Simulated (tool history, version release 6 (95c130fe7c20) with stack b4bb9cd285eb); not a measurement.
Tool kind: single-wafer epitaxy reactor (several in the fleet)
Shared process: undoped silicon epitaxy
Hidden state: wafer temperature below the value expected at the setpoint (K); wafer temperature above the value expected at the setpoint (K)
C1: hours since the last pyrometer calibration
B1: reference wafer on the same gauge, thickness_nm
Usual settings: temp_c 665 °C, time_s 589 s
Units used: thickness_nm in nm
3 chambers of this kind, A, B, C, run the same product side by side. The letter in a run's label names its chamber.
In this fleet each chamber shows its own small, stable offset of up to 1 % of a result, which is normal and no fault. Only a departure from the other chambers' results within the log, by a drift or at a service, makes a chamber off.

{"run": "1B", "hour": 5.5, "temp_c": 665, "time_s": 589, "C1": 1317.9, "B1": 157.05, "thickness_nm": 135.19}
{"run": "2A", "hour": 10.6, "temp_c": 665, "time_s": 589, "C1": 575, "B1": 156.97, "thickness_nm": 135.81}
{"run": "3C", "hour": 15.5, "temp_c": 665, "time_s": 589, "C1": 974.2, "B1": 157.06, "thickness_nm": 136.29}
{"run": "4C", "hour": 21.5, "temp_c": 665, "time_s": 589, "C1": 980.2, "B1": 156.99, "thickness_nm": 136.07}
{"run": "5B", "hour": 26.7, "temp_c": 665, "time_s": 589, "C1": 1339.1, "B1": 157.06, "thickness_nm": 135.68}
{"run": "6A", "hour": 31.9, "temp_c": 665, "time_s": 589, "C1": 596.3, "B1": 157.04, "thickness_nm": 136.16}
{"run": "7C", "hour": 37.5, "temp_c": 665, "time_s": 589, "C1": 996.2, "B1": 157.03, "thickness_nm": 136.35}
{"run": "8B", "hour": 42.6, "temp_c": 665, "time_s": 589, "C1": 1355, "B1": 156.95, "thickness_nm": 135.29}
{"run": "9A", "hour": 45.7, "temp_c": 665, "time_s": 589, "C1": 610.1, "B1": 156.99, "thickness_nm": 136.05}
{"run": "10A", "hour": 51.2, "temp_c": 671, "time_s": 516, "C1": 615.6, "B1": 156.95, "thickness_nm": 134.75}
{"run": "11B", "hour": 57.1, "temp_c": 671, "time_s": 516, "C1": 1369.5, "B1": 157.06, "thickness_nm": 134.58}
{"run": "12C", "hour": 62.3, "temp_c": 671, "time_s": 516, "C1": 1021, "B1": 156.98, "thickness_nm": 135.91}
{"run": "13C", "hour": 66.0, "temp_c": 665, "time_s": 589, "C1": 1024.7, "B1": 157.01, "thickness_nm": 136.64}
{"hour": 69.1, "done": "chamber C: pyrometer calibrated"}
{"run": "14A", "hour": 71.3, "temp_c": 665, "time_s": 589, "C1": 635.7, "B1": 156.98, "thickness_nm": 135.91}
{"run": "15B", "hour": 74.5, "temp_c": 665, "time_s": 589, "C1": 1386.9, "B1": 156.84, "thickness_nm": 135.96}
{"hour": 79.9, "done": "chamber B: pyrometer calibrated"}
{"run": "16A", "hour": 81.0, "temp_c": 665, "time_s": 589, "C1": 645.4, "B1": 156.99, "thickness_nm": 136.85}
{"run": "17C", "hour": 87.7, "temp_c": 675, "time_s": 589, "C1": 18.6, "B1": 157.01, "thickness_nm": 168.69}
{"run": "18B", "hour": 93.2, "temp_c": 675, "time_s": 589, "C1": 13.3, "B1": 157.04, "thickness_nm": 172.16}
{"run": "19C", "hour": 99.0, "temp_c": 675, "time_s": 589, "C1": 29.9, "B1": 157, "thickness_nm": 168.19}
{"run": "20B", "hour": 103.9, "temp_c": 665, "time_s": 589, "C1": 24, "B1": 156.96, "thickness_nm": 139.67}
{"run": "21A", "hour": 108.1, "temp_c": 665, "time_s": 589, "C1": 672.5, "B1": 157.02, "thickness_nm": 135.73}
{"run": "22A", "hour": 112.6, "temp_c": 657, "time_s": 499, "C1": 677, "B1": 157.03, "thickness_nm": 97.357}
{"run": "23C", "hour": 117.9, "temp_c": 657, "time_s": 499, "C1": 48.8, "B1": 157.08, "thickness_nm": 97.949}
{"run": "24B", "hour": 123.7, "temp_c": 657, "time_s": 499, "C1": 43.8, "B1": 157.16, "thickness_nm": 99.94}

Decide between three cases: one chamber stands off from its peers, the gauge reading all wafers drifts, or nothing is wrong past each chamber's small offset. Where a chamber is off, say which and what most likely put it there.

Chamber B came out of a service off from its peers and stayed that way.
Most likely cause: wafer temperature above the value expected at the setpoint (K) = 1.5.

Chamber B could run next with any of the 4 candidate recipes listed below; each alters the usual settings, and their results appear as question marks. Which one brings its results back in line with what the other chambers deliver on the usual settings?
Maximum distance from the other chambers' mean on the usual settings for a result to count as in line: thickness_nm 1.1 nm
{"run": "25B-1", "hour": 128.7, "temp_c": 665, "time_s": 596, "thickness_nm": "?"}
{"run": "25B-2", "hour": 128.7, "temp_c": 665, "time_s": 582, "thickness_nm": "?"}
{"run": "25B-3", "hour": 128.7, "temp_c": 666, "time_s": 593, "thickness_nm": "?"}
{"run": "25B-4", "hour": 128.7, "temp_c": 665, "time_s": 574, "thickness_nm": "?"}

The other chambers' mean on the usual settings: thickness_nm 136.32 nm
run=25B-1 thickness_nm=141.32
run=25B-2 thickness_nm=138
run=25B-3 thickness_nm=143.56
run=25B-4 thickness_nm=136.1
The right change is 25B-4: it brings the chamber back within the allowed miss of the others.
